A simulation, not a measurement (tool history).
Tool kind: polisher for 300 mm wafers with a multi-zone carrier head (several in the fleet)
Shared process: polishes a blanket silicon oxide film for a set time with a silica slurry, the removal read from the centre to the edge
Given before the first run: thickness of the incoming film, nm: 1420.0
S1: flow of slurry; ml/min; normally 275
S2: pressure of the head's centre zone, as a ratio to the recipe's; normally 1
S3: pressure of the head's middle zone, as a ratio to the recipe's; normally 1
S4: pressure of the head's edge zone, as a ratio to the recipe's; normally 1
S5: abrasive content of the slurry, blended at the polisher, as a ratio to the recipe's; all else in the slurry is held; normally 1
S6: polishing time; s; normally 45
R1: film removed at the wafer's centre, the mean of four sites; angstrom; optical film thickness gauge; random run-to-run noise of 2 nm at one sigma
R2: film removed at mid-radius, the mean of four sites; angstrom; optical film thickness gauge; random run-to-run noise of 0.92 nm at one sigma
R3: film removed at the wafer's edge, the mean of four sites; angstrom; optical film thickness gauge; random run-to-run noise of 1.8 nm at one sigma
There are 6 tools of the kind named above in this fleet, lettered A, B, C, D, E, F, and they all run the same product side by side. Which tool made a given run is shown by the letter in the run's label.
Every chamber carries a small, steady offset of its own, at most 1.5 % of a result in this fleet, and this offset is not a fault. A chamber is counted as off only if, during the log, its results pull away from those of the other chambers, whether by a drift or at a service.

{"run": "1E", "hour": 12.8, "S1": 275, "S2": 1, "S3": 1, "S4": 1, "S5": 1, "S6": 45, "R1": 1432.4, "R2": 1424.3, "R3": 1393.5}
{"hour": 23.3, "done": "chamber F: worn pad replaced by a new one"}
{"run": "2F", "hour": 24.1, "S1": 275, "S2": 1, "S3": 1, "S4": 1, "S5": 1, "S6": 45, "R1": 1394.1, "R2": 1423.4, "R3": 1439.8}
{"hour": 25.1, "done": "chamber E: slurry nozzle cleaned"}
{"hour": 25.8, "done": "chamber E: worn pad replaced by a new one"}
{"hour": 32.5, "done": "chamber C: slurry nozzle cleaned"}
{"run": "3D", "hour": 34.4, "S1": 275, "S2": 1, "S3": 1, "S4": 1, "S5": 1, "S6": 45, "R1": 1421.8, "R2": 1386.1, "R3": 1424}
{"hour": 39.1, "done": "chamber D: worn pad replaced by a new one"}
{"run": "4A", "hour": 43.7, "S1": 275, "S2": 1, "S3": 1, "S4": 1, "S5": 1, "S6": 45, "R1": 1439, "R2": 1400, "R3": 1424.1}
{"run": "5C", "hour": 51.9, "S1": 275, "S2": 1, "S3": 1, "S4": 1, "S5": 1, "S6": 61, "R1": 1970.4, "R2": 1920.4, "R3": 1893.7}
{"run": "6B", "hour": 59.3, "S1": 275, "S2": 1, "S3": 1, "S4": 1, "S5": 1, "S6": 61, "R1": 1943, "R2": 1933.2, "R3": 1926.2}
{"hour": 65.1, "done": "chamber B: worn pad replaced by a new one"}
{"run": "7B", "hour": 65.5, "S1": 275, "S2": 1, "S3": 1, "S4": 1, "S5": 1, "S6": 61, "R1": 1964.1, "R2": 1913.2, "R3": 1916.8}
{"run": "8C", "hour": 72.9, "S1": 275, "S2": 1, "S3": 1, "S4": 1, "S5": 1, "S6": 61, "R1": 1945.7, "R2": 1918.8, "R3": 1877.8}
{"run": "9F", "hour": 82.9, "S1": 275, "S2": 1, "S3": 1, "S4": 1, "S5": 1, "S6": 61, "R1": 1925.9, "R2": 1937.9, "R3": 1924.9}
{"hour": 85.0, "done": "chamber D: centre zone pressure recalibrated"}
{"hour": 89.2, "done": "chamber D: edge zone pressure recalibrated"}
{"hour": 90.7, "done": "chamber E: worn pad replaced by a new one"}
{"run": "10A", "hour": 91.0, "S1": 275, "S2": 1, "S3": 1, "S4": 1, "S5": 1, "S6": 61, "R1": 1944.9, "R2": 1885.9, "R3": 1885}
{"run": "11D", "hour": 99.8, "S1": 275, "S2": 1, "S3": 1, "S4": 1, "S5": 1, "S6": 45, "R1": 1399.4, "R2": 1378.7, "R3": 1407.7}
{"run": "12E", "hour": 106.0, "S1": 275, "S2": 1, "S3": 1, "S4": 1, "S5": 1, "S6": 45, "R1": 1446.1, "R2": 1427, "R3": 1430.8}
{"hour": 112.8, "done": "chamber F: worn pad replaced by a new one"}
{"run": "13D", "hour": 118.1, "S1": 275, "S2": 1, "S3": 1, "S4": 1, "S5": 1, "S6": 45, "R1": 1378.6, "R2": 1380.9, "R3": 1411.6}
{"run": "14C", "hour": 125.0, "S1": 275, "S2": 1, "S3": 1, "S4": 1, "S5": 1, "S6": 45, "R1": 1426.6, "R2": 1416.3, "R3": 1421.1}
{"hour": 132.4, "done": "chamber C: worn pad replaced by a new one"}
{"run": "15B", "hour": 133.6, "S1": 275, "S2": 1, "S3": 1, "S4": 1, "S5": 1, "S6": 45, "R1": 1395.5, "R2": 1428.9, "R3": 1418.6}
{"hour": 136.3, "done": "chamber D: worn pad replaced by a new one"}
{"hour": 138.5, "done": "chamber D: slurry nozzle cleaned"}
{"run": "16F", "hour": 142.5, "S1": 275, "S2": 1, "S3": 1, "S4": 1, "S5": 1, "S6": 45, "R1": 1409.9, "R2": 1426.4, "R3": 1406.5}
{"run": "17A", "hour": 153.7, "S1": 275, "S2": 1, "S3": 1, "S4": 1, "S5": 1, "S6": 45, "R1": 1440.4, "R2": 1407.5, "R3": 1408.3}
{"run": "18E", "hour": 161.1, "S1": 275, "S2": 1, "S3": 1, "S4": 1, "S5": 1, "S6": 45, "R1": 1409.4, "R2": 1420.5, "R3": 1422.5}
{"hour": 167.5, "done": "chamber E: worn pad replaced by a new one"}
{"run": "19F", "hour": 169.3, "S1": 275, "S2": 1, "S3": 1, "S4": 1, "S5": 1, "S6": 45, "R1": 1414, "R2": 1409.1, "R3": 1389.1}
{"run": "20B", "hour": 181.2, "S1": 275, "S2": 1, "S3": 1, "S4": 1, "S5": 1, "S6": 45, "R1": 1399.8, "R2": 1418.1, "R3": 1406.1}
{"run": "21C", "hour": 188.8, "S1": 275, "S2": 1.07, "S3": 1.05, "S4": 1, "S5": 1, "S6": 45, "R1": 1539.6, "R2": 1485.2, "R3": 1399.3}
{"run": "22A", "hour": 196.2, "S1": 275, "S2": 1.07, "S3": 1.05, "S4": 1, "S5": 1, "S6": 45, "R1": 1469.6, "R2": 1433.3, "R3": 1400}
{"run": "23D", "hour": 205.5, "S1": 275, "S2": 1.07, "S3": 1.05, "S4": 1, "S5": 1, "S6": 45, "R1": 1534.5, "R2": 1452.3, "R3": 1412}
{"hour": 209.8, "done": "chamber F: worn pad replaced by a new one"}
{"run": "24E", "hour": 216.1, "S1": 275, "S2": 1.07, "S3": 1.05, "S4": 1, "S5": 1, "S6": 45, "R1": 1555.1, "R2": 1487, "R3": 1418.8}
{"run": "25E", "hour": 223.8, "S1": 275, "S2": 1.07, "S3": 1.05, "S4": 1, "S5": 1, "S6": 45, "R1": 1555, "R2": 1488.8, "R3": 1410.4}
{"hour": 225.6, "done": "chamber D: worn pad replaced by a new one"}
{"run": "26A", "hour": 230.9, "S1": 275, "S2": 1.07, "S3": 1.05, "S4": 1, "S5": 1, "S6": 45, "R1": 1461.6, "R2": 1408.5, "R3": 1343.6}
{"run": "27F", "hour": 237.2, "S1": 275, "S2": 1, "S3": 1, "S4": 1, "S5": 1, "S6": 45, "R1": 1445.1, "R2": 1415.8, "R3": 1386.8}
{"run": "28D", "hour": 248.6, "S1": 275, "S2": 1, "S3": 1, "S4": 1, "S5": 1, "S6": 45, "R1": 1452.9, "R2": 1386.5, "R3": 1410}
{"hour": 249.0, "done": "chamber E: worn pad replaced by a new one"}
{"hour": 249.8, "done": "chamber B: worn pad replaced by a new one"}
{"run": "29B", "hour": 259.5, "S1": 275, "S2": 1, "S3": 1, "S4": 1, "S5": 1, "S6": 45, "R1": 1434, "R2": 1432.1, "R3": 1432.3}
{"run": "30C", "hour": 269.7, "S1": 275, "S2": 1, "S3": 1, "S4": 1, "S5": 1, "S6": 58, "R1": 1838.4, "R2": 1850.8, "R3": 1757.2}
{"hour": 280.3, "done": "chamber C: worn pad replaced by a new one"}
{"run": "31E", "hour": 282.0, "S1": 275, "S2": 1, "S3": 1, "S4": 1, "S5": 1, "S6": 58, "R1": 1862.5, "R2": 1856.1, "R3": 1835.9}
{"run": "32D", "hour": 290.3, "S1": 275, "S2": 1, "S3": 1, "S4": 1, "S5": 1, "S6": 58, "R1": 1798.8, "R2": 1801.6, "R3": 1812.4}
{"hour": 297.4, "done": "chamber F: worn pad replaced by a new one"}
{"run": "33A", "hour": 300.2, "S1": 275, "S2": 1, "S3": 1, "S4": 1, "S5": 1, "S6": 58, "R1": 1651.2, "R2": 1671.3, "R3": 1668.8}
{"run": "34F", "hour": 307.7, "S1": 275, "S2": 1, "S3": 1, "S4": 1, "S5": 1, "S6": 58, "R1": 1857.2, "R2": 1836.9, "R3": 1829.6}
{"run": "35B", "hour": 316.3, "S1": 275, "S2": 1, "S3": 1, "S4": 1, "S5": 1, "S6": 58, "R1": 1802.9, "R2": 1827.6, "R3": 1822.2}
{"hour": 318.0, "done": "chamber E: worn pad replaced by a new one"}
{"hour": 321.8, "done": "chamber D: worn pad replaced by a new one"}
{"run": "36C", "hour": 322.5, "S1": 275, "S2": 1, "S3": 1, "S4": 1, "S5": 1, "S6": 45, "R1": 1401.3, "R2": 1426.3, "R3": 1407.4}
{"run": "37F", "hour": 331.4, "S1": 275, "S2": 1, "S3": 1, "S4": 1, "S5": 0.75, "S6": 45, "R1": 1220.6, "R2": 1223.2, "R3": 1232.8}
{"run": "38E", "hour": 337.5, "S1": 275, "S2": 1, "S3": 1, "S4": 1, "S5": 0.75, "S6": 45, "R1": 1211.3, "R2": 1231.9, "R3": 1261.8}
{"run": "39D", "hour": 343.9, "S1": 275, "S2": 1, "S3": 1, "S4": 1, "S5": 0.75, "S6": 45, "R1": 1263.2, "R2": 1217.2, "R3": 1248.7}

Read the log: is a single chamber off, either drifting away or since a service, is the gauge that measures every chamber drifting, or is nothing wrong beyond small per-chamber offsets? Name any odd chamber and what most likely caused it.

Chamber A drifts away from the others.
What lies behind it: removal rate lost through wear of the pad, % = 11.1.

Which of the 4 candidates below, each the usual settings with something changed and its results left as question marks, puts chamber A back in line with what the other chambers give on the usual settings?
Counts as in line when no further than this from what the other chambers average on the usual settings: R1 71 angstrom; R2 32 angstrom; R3 63 angstrom
{"run": "40A-1", "hour": 353.4, "S1": 275, "S2": 1, "S3": 1.01, "S4": 1, "S5": 1.05, "S6": 49, "R1": "?", "R2": "?", "R3": "?"}
{"run": "40A-2", "hour": 353.4, "S1": 270, "S2": 1, "S3": 0.98, "S4": 1, "S5": 0.95, "S6": 37, "R1": "?", "R2": "?", "R3": "?"}
{"run": "40A-3", "hour": 353.4, "S1": 275, "S2": 1, "S3": 0.99, "S4": 1, "S5": 0.95, "S6": 41, "R1": "?", "R2": "?", "R3": "?"}
{"run": "40A-4", "hour": 353.4, "S1": 280, "S2": 1, "S3": 1.01, "S4": 1, "S5": 1.05, "S6": 55, "R1": "?", "R2": "?", "R3": "?"}

Other chambers, usual settings, mean: R1 1415.3 angstrom; R2 1416.1 angstrom; R3 1410.9 angstrom
run=40A-1 R1=1395.1 R2=1405.2 R3=1398.3
run=40A-2 R1=1003.6 R2=984.16 R3=1007.3
run=40A-3 R1=1114.6 R2=1102.7 R3=1117.7
run=40A-4 R1=1569.2 R2=1580.2 R3=1571.8
With 40A-1, the chamber falls back in line with the rest.

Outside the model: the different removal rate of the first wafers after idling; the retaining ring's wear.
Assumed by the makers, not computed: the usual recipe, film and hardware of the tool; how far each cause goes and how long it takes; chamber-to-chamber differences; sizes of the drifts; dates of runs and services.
